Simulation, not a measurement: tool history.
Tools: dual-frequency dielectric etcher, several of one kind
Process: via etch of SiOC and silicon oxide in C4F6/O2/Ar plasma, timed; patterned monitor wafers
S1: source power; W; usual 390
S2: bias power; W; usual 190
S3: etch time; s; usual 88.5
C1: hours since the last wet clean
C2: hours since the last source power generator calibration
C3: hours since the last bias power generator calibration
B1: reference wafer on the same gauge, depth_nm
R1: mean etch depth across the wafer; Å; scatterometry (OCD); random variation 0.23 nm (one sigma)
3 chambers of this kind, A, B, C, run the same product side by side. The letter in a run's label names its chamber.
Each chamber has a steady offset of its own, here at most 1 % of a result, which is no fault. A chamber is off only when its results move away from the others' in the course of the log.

run 1B day=0.154 | S1=390 S2=190 S3=88.5 | C1=433.1 C2=2475.0 C3=3588.5 | B1=101.99 | R1=1007.90
run 2A day=0.246 | S1=390 S2=190 S3=88.5 | C1=377.1 C2=3209.1 C3=3218.6 | B1=101.99 | R1=1015.40
run 3C day=0.429 | S1=390 S2=190 S3=88.5 | C1=77.6 C2=1309.0 C3=918.2 | B1=101.97 | R1=1012.40
run 4B day=0.517 | S1=390 S2=190 S3=88.5 | C1=441.8 C2=2483.7 C3=3597.2 | B1=102.01 | R1=1013.00
run 5A day=0.658 | S1=310 S2=220 S3=88.5 | C1=387.0 C2=3219.0 C3=3228.5 | B1=102.00 | R1=974.44
run 6C day=0.833 | S1=310 S2=220 S3=88.5 | C1=87.3 C2=1318.7 C3=927.9 | B1=101.99 | R1=971.49
-- day=0.850 chamber B: wet clean of the chamber
run 7C day=0.975 | S1=310 S2=220 S3=88.5 | C1=90.7 C2=1322.1 C3=931.3 | B1=102.02 | R1=975.49
run 8B day=1.088 | S1=390 S2=190 S3=88.5 | C1=5.8 C2=2497.4 C3=3610.9 | B1=102.02 | R1=1012.70
run 9A day=1.267 | S1=390 S2=190 S3=88.5 | C1=401.6 C2=3233.6 C3=3243.1 | B1=102.00 | R1=1015.40
run 10C day=1.404 | S1=390 S2=190 S3=88.5 | C1=101.0 C2=1332.4 C3=941.6 | B1=101.96 | R1=1007.80
run 11A day=1.488 | S1=430 S2=190 S3=88.5 | C1=406.9 C2=3238.9 C3=3248.4 | B1=102.02 | R1=1054.70
run 12B day=1.596 | S1=430 S2=190 S3=88.5 | C1=18.0 C2=2509.6 C3=3623.1 | B1=102.01 | R1=1053.30
run 13B day=1.708 | S1=430 S2=190 S3=88.5 | C1=20.7 C2=2512.3 C3=3625.8 | B1=101.97 | R1=1050.40
run 14A day=1.888 | S1=460 S2=190 S3=88.5 | C1=416.5 C2=3248.5 C3=3258.0 | B1=102.01 | R1=1081.90
run 15C day=1.988 | S1=460 S2=190 S3=88.5 | C1=115.0 C2=1346.4 C3=955.6 | B1=101.95 | R1=1075.60
run 16B day=2.071 | S1=460 S2=190 S3=88.5 | C1=29.4 C2=2521.0 C3=3634.5 | B1=102.06 | R1=1076.20
run 17C day=2.217 | S1=390 S2=190 S3=88.5 | C1=120.5 C2=1351.9 C3=961.1 | B1=101.96 | R1=1005.80
run 18A day=2.312 | S1=390 S2=190 S3=88.5 | C1=426.7 C2=3258.7 C3=3268.2 | B1=102.08 | R1=1013.70
run 19C day=2.446 | S1=390 S2=190 S3=88.5 | C1=126.0 C2=1357.4 C3=966.6 | B1=101.94 | R1=1006.40
run 20A day=2.558 | S1=390 S2=190 S3=88.5 | C1=432.6 C2=3264.6 C3=3274.1 | B1=102.00 | R1=1013.50
run 21B day=2.708 | S1=390 S2=190 S3=88.5 | C1=44.7 C2=2536.3 C3=3649.8 | B1=101.97 | R1=1012.60
run 22C day=2.879 | S1=390 S2=190 S3=88.5 | C1=136.4 C2=1367.8 C3=977.0 | B1=101.96 | R1=1013.10
run 23B day=3.012 | S1=390 S2=190 S3=88.5 | C1=52.0 C2=2543.6 C3=3657.1 | B1=101.97 | R1=1012.40
run 24A day=3.104 | S1=390 S2=190 S3=88.5 | C1=445.7 C2=3277.7 C3=3287.2 | B1=101.92 | R1=1011.40
run 25A day=3.254 | S1=390 S2=190 S3=88.5 | C1=449.3 C2=3281.3 C3=3290.8 | B1=101.98 | R1=1013.90
-- day=3.292 chamber B: bias power generator calibrated
run 26B day=3.388 | S1=390 S2=190 S3=88.5 | C1=61.0 C2=2552.6 C3=2.3 | B1=102.08 | R1=996.54
run 27C day=3.529 | S1=390 S2=190 S3=88.5 | C1=152.0 C2=1383.4 C3=992.6 | B1=101.99 | R1=1010.70
run 28B day=3.675 | S1=390 S2=190 S3=88.5 | C1=67.9 C2=2559.5 C3=9.2 | B1=102.04 | R1=997.61
run 29C day=3.771 | S1=390 S2=190 S3=88.5 | C1=157.8 C2=1389.2 C3=998.4 | B1=102.04 | R1=1007.30
run 30A day=3.921 | S1=480 S2=219 S3=88.5 | C1=465.3 C2=3297.3 C3=3306.8 | B1=102.08 | R1=1150.90
run 31C day=4.062 | S1=480 S2=219 S3=88.5 | C1=164.8 C2=1396.2 C3=1005.4 | B1=102.02 | R1=1147.60
run 32A day=4.150 | S1=480 S2=219 S3=88.5 | C1=470.8 C2=3302.8 C3=3312.3 | B1=102.02 | R1=1153.20
run 33B day=4.300 | S1=390 S2=190 S3=88.5 | C1=82.9 C2=2574.5 C3=24.2 | B1=102.02 | R1=998.53
run 34A day=4.475 | S1=390 S2=228 S3=104.0 | C1=478.6 C2=3310.6 C3=3320.1 | B1=102.02 | R1=1267.40
run 35C day=4.579 | S1=390 S2=228 S3=104.0 | C1=177.2 C2=1408.6 C3=1017.8 | B1=101.94 | R1=1260.30
run 36B day=4.738 | S1=390 S2=228 S3=104.0 | C1=93.4 C2=2585.0 C3=34.7 | B1=101.95 | R1=1243.30
run 37C day=4.917 | S1=390 S2=190 S3=88.5 | C1=185.3 C2=1416.7 C3=1025.9 | B1=101.98 | R1=1013.10
run 38B day=5.008 | S1=390 S2=190 S3=88.5 | C1=99.9 C2=2591.5 C3=41.2 | B1=101.99 | R1=995.90
run 39A day=5.096 | S1=390 S2=190 S3=88.5 | C1=493.5 C2=3325.5 C3=3335.0 | B1=102.02 | R1=1016.00
run 40C day=5.188 | S1=390 S2=190 S3=88.5 | C1=191.8 C2=1423.2 C3=1032.4 | B1=101.95 | R1=1008.80

All 3 chambers run these settings next. Forecast each chamber's results:
run 41A day=5.321 | S1=390 S2=190 S3=88.5 | R1=?
run 41B day=5.321 | S1=390 S2=190 S3=88.5 | R1=?
run 41C day=5.321 | S1=390 S2=190 S3=88.5 | R1=?

run=41A R1=1016.30
run=41B R1=997.42
run=41C R1=1008.80

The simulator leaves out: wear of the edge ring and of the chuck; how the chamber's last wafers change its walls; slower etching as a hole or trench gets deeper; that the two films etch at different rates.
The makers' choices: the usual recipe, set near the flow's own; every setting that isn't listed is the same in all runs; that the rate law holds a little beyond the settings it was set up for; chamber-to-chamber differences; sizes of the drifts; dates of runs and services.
